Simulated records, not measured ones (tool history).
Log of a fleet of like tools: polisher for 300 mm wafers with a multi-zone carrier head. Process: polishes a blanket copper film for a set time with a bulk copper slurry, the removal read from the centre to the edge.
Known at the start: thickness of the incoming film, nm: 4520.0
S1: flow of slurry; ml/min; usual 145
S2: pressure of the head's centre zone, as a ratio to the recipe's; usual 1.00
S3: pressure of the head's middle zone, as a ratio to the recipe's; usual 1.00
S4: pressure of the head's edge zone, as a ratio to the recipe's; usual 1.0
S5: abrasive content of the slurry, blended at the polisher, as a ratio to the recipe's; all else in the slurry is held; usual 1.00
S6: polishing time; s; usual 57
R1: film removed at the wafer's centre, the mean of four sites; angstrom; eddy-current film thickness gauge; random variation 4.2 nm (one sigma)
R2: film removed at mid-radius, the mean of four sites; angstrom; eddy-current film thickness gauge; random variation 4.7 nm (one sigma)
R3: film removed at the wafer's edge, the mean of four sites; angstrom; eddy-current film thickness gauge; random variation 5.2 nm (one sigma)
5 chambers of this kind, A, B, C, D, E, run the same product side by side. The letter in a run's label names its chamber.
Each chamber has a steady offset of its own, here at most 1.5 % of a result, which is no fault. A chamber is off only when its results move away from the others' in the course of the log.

run	hour	S1	S2	S3	S4	S5	S6	R1	R2	R3
# hour 7.0: chamber D: edge zone pressure recalibrated
1D	7.0	145	1.00	1.00	1.0	1.00	57	4561.2	4620.7	4647.1
2A	18.3	145	1.00	1.00	1.0	1.00	57	4651.8	4513.2	4676.0
# hour 23.8: chamber C: edge zone pressure recalibrated
3B	24.5	145	1.00	1.00	1.0	1.00	57	4600.6	4646.3	4535.6
# hour 25.3: chamber D: worn pad replaced by a new one
# hour 28.4: chamber A: worn pad replaced by a new one
# hour 31.9: chamber D: centre zone pressure recalibrated
4E	32.8	145	1.00	1.00	1.0	1.00	57	4562.6	4641.4	4685.2
# hour 35.2: chamber C: worn pad replaced by a new one
5C	42.3	145	1.00	1.00	1.0	1.00	57	4702.8	4525.6	4592.2
# hour 46.2: chamber B: worn pad replaced by a new one
6A	50.8	145	1.00	1.00	1.0	1.00	57	4672.1	4593.4	4660.6
7C	59.3	145	1.00	1.00	1.0	1.00	57	4636.5	4426.3	4533.9
8E	70.7	145	1.00	1.00	1.0	1.00	57	4566.7	4505.3	4547.5
9B	79.5	145	1.00	1.00	1.0	1.00	57	4541.1	4646.7	4562.2
# hour 84.3: chamber E: centre zone pressure recalibrated
10D	90.6	145	1.00	1.00	1.0	1.00	57	4521.8	4597.0	4601.7
11C	99.6	145	1.00	1.00	1.0	1.00	57	4565.0	4547.3	4643.6
# hour 100.7: chamber A: edge zone pressure recalibrated
# hour 106.5: chamber A: worn pad replaced by a new one
# hour 111.0: chamber C: worn pad replaced by a new one
12E	111.3	145	1.00	1.00	1.0	1.00	57	4485.5	4601.3	4479.7
# hour 113.1: chamber D: worn pad replaced by a new one
13D	116.7	145	1.00	1.00	1.0	1.00	57	4527.0	4656.7	4640.3
# hour 119.8: chamber B: worn pad replaced by a new one
14A	127.7	145	1.00	1.00	1.0	1.00	57	4595.6	4544.8	4572.1
15B	135.6	145	1.00	1.00	1.0	1.00	57	4590.0	4632.4	4592.3
16C	143.6	145	1.00	1.00	1.0	1.00	57	4630.9	4558.9	4532.6
# hour 147.4: chamber E: slurry nozzle cleaned
# hour 149.7: chamber A: slurry nozzle cleaned
17E	150.1	145	1.00	1.00	1.0	1.00	57	4408.3	4453.1	4402.4
18D	159.9	145	1.00	1.00	1.0	1.00	57	4601.6	4625.6	4646.6
19B	165.5	145	1.00	1.00	1.1	1.00	57	4605.7	4606.1	4835.0
20A	170.7	145	1.00	1.00	1.1	1.00	57	4635.3	4611.7	4871.1
21A	177.4	145	1.00	1.00	1.1	1.00	57	4636.2	4591.0	4890.3
# hour 180.5: chamber C: worn pad replaced by a new one
22D	182.6	145	1.00	1.00	1.1	1.00	57	4498.6	4628.6	4997.1
# hour 184.0: chamber A: worn pad replaced by a new one
23E	189.5	145	1.00	1.00	1.1	1.00	57	4348.7	4439.1	4567.7
# hour 196.6: chamber B: worn pad replaced by a new one
24B	197.9	145	1.00	1.00	1.0	1.00	57	4592.0	4568.3	4500.0
# hour 201.3: chamber D: worn pad replaced by a new one
25C	208.9	145	1.00	1.00	1.0	1.00	57	4536.6	4471.9	4660.1
26A	216.7	145	1.00	1.00	1.0	1.00	57	4603.6	4537.6	4597.0
27D	226.0	145	1.00	1.00	1.0	1.00	57	4639.1	4711.0	4528.4
28C	236.1	145	1.00	1.00	1.0	1.00	57	4614.0	4584.3	4553.6
29B	244.8	145	1.00	1.00	1.0	1.00	57	4587.1	4527.4	4607.7
30E	251.3	145	1.00	1.00	1.0	1.00	57	4325.2	4370.7	4343.5
# hour 253.5: chamber A: worn pad replaced by a new one
# hour 257.8: chamber C: worn pad replaced by a new one
31C	262.3	145	1.00	1.00	1.0	1.00	57	4627.6	4523.0	4605.4
32B	273.2	145	1.00	1.00	1.0	1.00	57	4731.9	4556.1	4559.2
# hour 274.8: chamber B: worn pad replaced by a new one
33A	283.2	145	0.91	1.00	1.0	0.85	57	4039.9	4348.3	4437.6
# hour 290.2: chamber D: worn pad replaced by a new one
34E	291.7	145	0.91	1.00	1.0	0.85	57	3729.2	4176.2	4086.0
35D	299.6	145	0.91	1.00	1.0	0.85	57	3940.0	4430.4	4483.7
36E	310.0	145	0.91	1.00	1.0	0.85	57	3725.2	4113.6	4195.7
37D	321.8	145	0.91	1.00	1.0	0.85	57	3914.8	4419.0	4531.5
# hour 323.5: chamber A: worn pad replaced by a new one
# hour 329.6: chamber C: worn pad replaced by a new one
38C	330.4	145	1.00	0.89	1.0	0.85	57	4481.1	3998.8	4389.7
39A	337.4	145	1.00	0.89	1.0	0.85	57	4477.4	4065.3	4429.3
40B	343.3	145	1.00	0.89	1.0	0.85	57	4442.2	4086.3	4357.2
41C	348.7	145	1.00	0.89	1.0	0.85	57	4433.9	3999.3	4383.9

What goes on in this fleet: one chamber off, a drifting gauge, or nothing beyond the chambers' own small offsets? Name the chamber and the cause, if any.

Chamber E drifts away from the others.
Cause: removal rate lost through wear of the pad, % = 7.89.

Here are 4 candidates for chamber E's next run, each the usual settings with a change, their results left as question marks. Which one brings its results back in line with what the others give on the usual settings?
In line means no further than this from the other chambers' mean on the usual settings: R1 150.0 angstrom; R2 160.0 angstrom; R3 180.0 angstrom
42E-1	357.2	140	0.98	1.01	1.0	1.00	50	?	?	?
42E-2	357.2	145	1.01	1.00	1.0	1.00	61	?	?	?
42E-3	357.2	145	0.99	1.00	1.0	1.00	53	?	?	?
42E-4	357.2	150	1.02	1.00	1.0	1.00	65	?	?	?

The other chambers' mean on the usual settings: R1 4602.5 angstrom; R2 4576.6 angstrom; R3 4582.1 angstrom
run	R1	R2	R3
42E-1	3560.1	3744.0	3712.3
42E-2	4524.7	4558.4	4552.8
42E-3	3846.4	3961.0	3955.7
42E-4	4910.2	4889.4	4874.5
42E-2 brings the chamber back in line.
